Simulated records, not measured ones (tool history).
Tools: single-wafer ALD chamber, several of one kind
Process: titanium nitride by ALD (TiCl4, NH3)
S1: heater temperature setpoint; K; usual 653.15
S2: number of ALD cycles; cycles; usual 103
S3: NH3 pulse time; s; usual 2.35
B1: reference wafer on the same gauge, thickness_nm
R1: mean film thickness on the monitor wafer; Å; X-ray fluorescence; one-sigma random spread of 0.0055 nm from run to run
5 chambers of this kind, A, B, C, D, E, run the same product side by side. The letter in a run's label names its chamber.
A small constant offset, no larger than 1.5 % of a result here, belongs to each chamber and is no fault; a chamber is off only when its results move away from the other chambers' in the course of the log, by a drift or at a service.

run    day      S1   S2    S3      B1      R1
 1B  0.154  653.15  103  2.35  2.3691  22.498
 2C  0.317  653.15  103  2.35   2.369  22.415
 3E  0.492  653.15  103  2.35  2.3704   22.16
 4A  0.596  653.15  103  2.35  2.3685  22.365
 5D  0.742  653.15  103  2.35  2.3696  22.532
 6A  0.858  653.15  103  2.35  2.3704  22.319
 7E  0.971  653.15  103  2.35  2.3693  22.184
 8B  1.079  653.15  103  2.35  2.3705  22.546
 9D  1.233  653.15  103  2.35   2.371  22.508
10C  1.371  653.15  103  2.35  2.3709    22.4
11B  1.471  653.15  103  2.35  2.3677  22.596
12C  1.608  662.15  103   2.8  2.3698   22.73
13E  1.733  662.15  103   2.8  2.3708  22.512
14D  1.838  662.15  103   2.8  2.3702   22.91
15A  1.954  662.15  103   2.8   2.371  22.643
16E  2.079  662.15  103   2.8  2.3697  22.569
17D    2.2  653.15  103  2.35  2.3709  22.537
18B    2.3  653.15  103  2.35  2.3692  22.599
19A  2.488  653.15  103  2.35    2.37  22.283
20C  2.592  653.15  103  2.35  2.3704  22.417
21B    2.7  653.15  103  2.35  2.3706  22.524
22E  2.817  653.15  103  2.35  2.3698  22.147
23C  3.004  653.15  103  2.35  2.3705  22.429
24D  3.133  653.15  103  2.35  2.3702  22.515
25A  3.275  653.15  103  2.35  2.3698  22.301
26D  3.429  653.15  103  2.35  2.3699  22.542
27B   3.55  653.15  113  2.67  2.3696  24.926
28E  3.704  653.15  113  2.67  2.3708  24.491
29C  3.875  653.15  113  2.67  2.3697  24.794
30A  4.004  653.15  113  2.67  2.3693  24.714
31E  4.146  653.15  113  2.67  2.3703   24.41
32D  4.246  653.15  103  2.35  2.3703  22.544

Predict what each chamber gives when all 5 of them run the settings below next.
33A  4.383  653.15  103   2       ?
33B  4.383  653.15  103   2       ?
33C  4.383  653.15  103   2       ?
33D  4.383  653.15  103   2       ?
33E  4.383  653.15  103   2       ?

run      R1
33A  22.108
33B  22.403
33C  22.205
33D  22.244
33E  22.132
